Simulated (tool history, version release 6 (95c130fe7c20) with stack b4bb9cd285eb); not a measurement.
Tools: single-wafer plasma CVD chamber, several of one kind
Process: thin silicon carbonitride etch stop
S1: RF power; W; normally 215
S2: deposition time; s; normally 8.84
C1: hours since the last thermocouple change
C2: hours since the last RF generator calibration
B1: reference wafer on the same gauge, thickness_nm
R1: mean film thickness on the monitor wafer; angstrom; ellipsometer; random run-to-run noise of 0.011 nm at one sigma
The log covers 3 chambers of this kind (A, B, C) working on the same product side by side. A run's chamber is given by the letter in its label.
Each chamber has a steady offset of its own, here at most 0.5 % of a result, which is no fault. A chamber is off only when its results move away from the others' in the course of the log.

run 1A day=0.442 | S1=215 S2=8.84 | C1=834.8 C2=1001.4 | B1=4.9008 | R1=51.330
run 2B day=0.858 | S1=215 S2=8.84 | C1=2829.2 C2=109.4 | B1=4.8977 | R1=51.264
run 3C day=1.312 | S1=215 S2=8.84 | C1=2602.6 C2=1661.2 | B1=4.8996 | R1=51.473
run 4B day=1.700 | S1=215 S2=8.84 | C1=2849.4 C2=129.6 | B1=4.9000 | R1=51.381
run 5C day=1.992 | S1=215 S2=8.84 | C1=2618.9 C2=1677.5 | B1=4.8997 | R1=51.494
run 6A day=2.333 | S1=215 S2=8.84 | C1=880.2 C2=1046.8 | B1=4.9016 | R1=51.454
run 7C day=2.688 | S1=215 S2=8.84 | C1=2635.6 C2=1694.2 | B1=4.8970 | R1=51.558
run 8B day=3.142 | S1=215 S2=8.84 | C1=2884.0 C2=164.2 | B1=4.9006 | R1=51.436
run 9A day=3.350 | S1=215 S2=8.84 | C1=904.6 C2=1071.2 | B1=4.9007 | R1=51.500
run 10B day=3.812 | S1=215 S2=8.84 | C1=2900.1 C2=180.3 | B1=4.9015 | R1=51.230
run 11C day=4.017 | S1=215 S2=8.84 | C1=2667.5 C2=1726.1 | B1=4.9012 | R1=51.432
-- day=4.121 chamber C: thermocouple changed; heater temperature recalibrated
run 12A day=4.304 | S1=215 S2=7.82 | C1=927.5 C2=1094.1 | B1=4.8992 | R1=45.748
run 13B day=4.762 | S1=215 S2=7.82 | C1=2922.9 C2=203.1 | B1=4.8995 | R1=45.362
run 14C day=5.183 | S1=215 S2=7.82 | C1=25.5 C2=1754.1 | B1=4.8998 | R1=45.382
run 15A day=5.525 | S1=215 S2=8.84 | C1=956.8 C2=1123.4 | B1=4.9017 | R1=51.468
run 16A day=5.804 | S1=215 S2=8.84 | C1=963.5 C2=1130.1 | B1=4.8960 | R1=51.775
run 17C day=6.071 | S1=215 S2=8.84 | C1=46.8 C2=1775.4 | B1=4.9008 | R1=51.511
run 18B day=6.446 | S1=215 S2=8.84 | C1=2963.3 C2=243.5 | B1=4.8988 | R1=51.250
run 19B day=6.838 | S1=215 S2=8.84 | C1=2972.7 C2=252.9 | B1=4.9002 | R1=51.197
run 20C day=7.129 | S1=215 S2=8.84 | C1=72.2 C2=1800.8 | B1=4.8974 | R1=51.571
run 21A day=7.442 | S1=215 S2=8.84 | C1=1002.8 C2=1169.4 | B1=4.8978 | R1=51.539
run 22C day=7.808 | S1=215 S2=8.84 | C1=88.5 C2=1817.1 | B1=4.9009 | R1=51.434
run 23A day=8.062 | S1=250 S2=10.29 | C1=1017.7 C2=1184.3 | B1=4.8997 | R1=63.039
run 24B day=8.267 | S1=250 S2=10.29 | C1=3007.0 C2=287.2 | B1=4.8996 | R1=62.629
-- day=8.300 chamber B: thermocouple changed; heater temperature recalibrated
run 25B day=8.483 | S1=250 S2=10.29 | C1=4.5 C2=292.4 | B1=4.8993 | R1=62.267
run 26C day=8.704 | S1=215 S2=8.84 | C1=110.0 C2=1838.6 | B1=4.9002 | R1=51.339
run 27A day=9.012 | S1=215 S2=8.84 | C1=1040.5 C2=1207.1 | B1=4.8997 | R1=51.457
run 28C day=9.438 | S1=215 S2=8.84 | C1=127.6 C2=1856.2 | B1=4.9002 | R1=51.388
run 29B day=9.821 | S1=215 S2=8.84 | C1=36.6 C2=324.5 | B1=4.8994 | R1=51.106
run 30A day=10.200 | S1=215 S2=8.84 | C1=1069.0 C2=1235.6 | B1=4.9014 | R1=51.752
run 31B day=10.517 | S1=215 S2=8.84 | C1=53.3 C2=341.2 | B1=4.8986 | R1=51.163
run 32C day=10.812 | S1=215 S2=8.84 | C1=160.6 C2=1889.2 | B1=4.9006 | R1=51.472
run 33A day=11.096 | S1=215 S2=8.84 | C1=1090.5 C2=1257.1 | B1=4.8992 | R1=51.683
run 34B day=11.496 | S1=215 S2=8.84 | C1=76.8 C2=364.7 | B1=4.9010 | R1=51.351
run 35A day=11.796 | S1=215 S2=8.84 | C1=1107.3 C2=1273.9 | B1=4.9006 | R1=51.461
run 36C day=12.021 | S1=215 S2=8.84 | C1=189.6 C2=1918.2 | B1=4.8978 | R1=51.562
run 37A day=12.417 | S1=215 S2=8.84 | C1=1122.2 C2=1288.8 | B1=4.9016 | R1=51.401

Does one chamber stand apart from the rest, does the shared gauge drift, or is all well apart from small per-chamber offsets? Give the chamber and the most likely cause, where there is one.

Nothing is wrong: each chamber keeps only its own small, steady offset and the gauge holds still.
